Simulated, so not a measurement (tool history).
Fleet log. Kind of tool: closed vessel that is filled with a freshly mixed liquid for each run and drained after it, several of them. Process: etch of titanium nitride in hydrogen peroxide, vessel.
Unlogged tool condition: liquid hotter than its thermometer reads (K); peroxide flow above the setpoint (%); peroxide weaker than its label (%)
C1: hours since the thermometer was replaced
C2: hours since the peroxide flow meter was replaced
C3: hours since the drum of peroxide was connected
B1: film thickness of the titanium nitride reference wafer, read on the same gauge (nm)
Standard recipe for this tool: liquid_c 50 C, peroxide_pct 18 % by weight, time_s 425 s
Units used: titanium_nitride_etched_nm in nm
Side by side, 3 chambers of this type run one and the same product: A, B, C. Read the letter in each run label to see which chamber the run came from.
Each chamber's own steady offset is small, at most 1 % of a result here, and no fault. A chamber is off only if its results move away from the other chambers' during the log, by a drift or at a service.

run 1C hour=9.8 | liquid_c=50 peroxide_pct=18 time_s=425 | C1=932.5 C2=103.4 C3=568.8 | B1=40.025 | titanium_nitride_etched_nm=30.557
run 2B hour=24.7 | liquid_c=50 peroxide_pct=18 time_s=425 | C1=1248.2 C2=850.3 C3=215.4 | B1=39.966 | titanium_nitride_etched_nm=30.96
run 3A hour=39.5 | liquid_c=50 peroxide_pct=18 time_s=425 | C1=875.1 C2=789.6 C3=331 | B1=40.003 | titanium_nitride_etched_nm=30.576
run 4C hour=51.9 | liquid_c=50 peroxide_pct=18 time_s=425 | C1=974.6 C2=145.5 C3=610.9 | B1=40.024 | titanium_nitride_etched_nm=30.499
run 5B hour=67.2 | liquid_c=50 peroxide_pct=20.5 time_s=545 | C1=1290.7 C2=892.8 C3=257.9 | B1=40.037 | titanium_nitride_etched_nm=40.491
-- hour=68.2 chamber A: thermometer replaced
run 6A hour=81.5 | liquid_c=50 peroxide_pct=20.5 time_s=545 | C1=13.3 C2=831.6 C3=373 | B1=39.985 | titanium_nitride_etched_nm=41.024
run 7C hour=95.1 | liquid_c=50 peroxide_pct=20.5 time_s=545 | C1=1017.8 C2=188.7 C3=654.1 | B1=40.015 | titanium_nitride_etched_nm=40.563
run 8A hour=109.2 | liquid_c=50 peroxide_pct=18 time_s=425 | C1=41 C2=859.3 C3=400.7 | B1=39.975 | titanium_nitride_etched_nm=30.779
run 9B hour=121.2 | liquid_c=50 peroxide_pct=18 time_s=425 | C1=1344.7 C2=946.8 C3=311.9 | B1=40.021 | titanium_nitride_etched_nm=31.413
run 10B hour=133 | liquid_c=50 peroxide_pct=18 time_s=425 | C1=1356.5 C2=958.6 C3=323.7 | B1=40.019 | titanium_nitride_etched_nm=31.676
run 11C hour=140.9 | liquid_c=50 peroxide_pct=18 time_s=425 | C1=1063.6 C2=234.5 C3=699.9 | B1=40.005 | titanium_nitride_etched_nm=30.442
run 12A hour=153.2 | liquid_c=50 peroxide_pct=18 time_s=555 | C1=85 C2=903.3 C3=444.7 | B1=39.976 | titanium_nitride_etched_nm=40.434
-- hour=156.1 chamber B: new drum of peroxide connected
run 13B hour=162 | liquid_c=50 peroxide_pct=18 time_s=555 | C1=1385.5 C2=987.6 C3=5.9 | B1=40.018 | titanium_nitride_etched_nm=41.32
-- hour=166 chamber A: new drum of peroxide connected
run 14A hour=172 | liquid_c=50 peroxide_pct=18 time_s=555 | C1=103.8 C2=922.1 C3=6.1 | B1=39.977 | titanium_nitride_etched_nm=40.141
run 15C hour=187.7 | liquid_c=50 peroxide_pct=18 time_s=425 | C1=1110.4 C2=281.3 C3=746.7 | B1=40.041 | titanium_nitride_etched_nm=30.55
run 16C hour=199.4 | liquid_c=50 peroxide_pct=18 time_s=425 | C1=1122.1 C2=293 C3=758.4 | B1=40 | titanium_nitride_etched_nm=30.596
run 17A hour=209 | liquid_c=50 peroxide_pct=18 time_s=425 | C1=140.8 C2=959.1 C3=43.1 | B1=39.995 | titanium_nitride_etched_nm=31.023
run 18B hour=221 | liquid_c=42.5 peroxide_pct=18 time_s=320 | C1=1444.5 C2=1046.6 C3=64.9 | B1=40.017 | titanium_nitride_etched_nm=14.073
run 19B hour=232.8 | liquid_c=42.5 peroxide_pct=18 time_s=320 | C1=1456.3 C2=1058.4 C3=76.7 | B1=39.976 | titanium_nitride_etched_nm=14.121
run 20C hour=247.9 | liquid_c=42.5 peroxide_pct=18 time_s=320 | C1=1170.6 C2=341.5 C3=806.9 | B1=40.024 | titanium_nitride_etched_nm=13.176
run 21A hour=257.5 | liquid_c=50 peroxide_pct=18 time_s=425 | C1=189.3 C2=1007.6 C3=91.6 | B1=39.963 | titanium_nitride_etched_nm=31.06
run 22B hour=271.5 | liquid_c=50 peroxide_pct=23 time_s=620 | C1=1495 C2=1097.1 C3=115.4 | B1=40.023 | titanium_nitride_etched_nm=49.805
run 23A hour=287.2 | liquid_c=50 peroxide_pct=23 time_s=620 | C1=219 C2=1037.3 C3=121.3 | B1=40.032 | titanium_nitride_etched_nm=47.91
run 24C hour=297 | liquid_c=50 peroxide_pct=23 time_s=620 | C1=1219.7 C2=390.6 C3=856 | B1=39.999 | titanium_nitride_etched_nm=47.061
run 25B hour=310 | liquid_c=43 peroxide_pct=18 time_s=425 | C1=1533.5 C2=1135.6 C3=153.9 | B1=39.998 | titanium_nitride_etched_nm=19.854

Has any chamber moved away from the others, gradually or after a service, or does the common gauge drift, or do the chambers differ only by their own small steady offsets? State the chamber and the most likely cause if one applies.

One chamber, B, drifts off from the rest bit by bit.
Cause: liquid hotter than its thermometer reads (K) = 0.96.

Chamber B could run next with any of the 4 candidate recipes listed below; each alters the usual settings, and their results appear as question marks. Which one brings its results back in line with what the other chambers deliver on the usual settings?
In line here means within this much of the mean the other chambers give on the usual settings: titanium_nitride_etched_nm 0.59 nm
run 26B-1 hour=322 | liquid_c=51 peroxide_pct=18 time_s=425 | titanium_nitride_etched_nm=?
run 26B-2 hour=322 | liquid_c=49 peroxide_pct=18 time_s=405 | titanium_nitride_etched_nm=?
run 26B-3 hour=322 | liquid_c=50 peroxide_pct=18 time_s=475 | titanium_nitride_etched_nm=?
run 26B-4 hour=322 | liquid_c=49 peroxide_pct=18 time_s=425 | titanium_nitride_etched_nm=?

What the other chambers average on the usual settings: titanium_nitride_etched_nm 30.735 nm
run=26B-1 titanium_nitride_etched_nm=35.407
run=26B-2 titanium_nitride_etched_nm=29.29
run=26B-3 titanium_nitride_etched_nm=36.865
run=26B-4 titanium_nitride_etched_nm=30.736
The right change is 26B-4: it brings the chamber back within the allowed miss of the others.
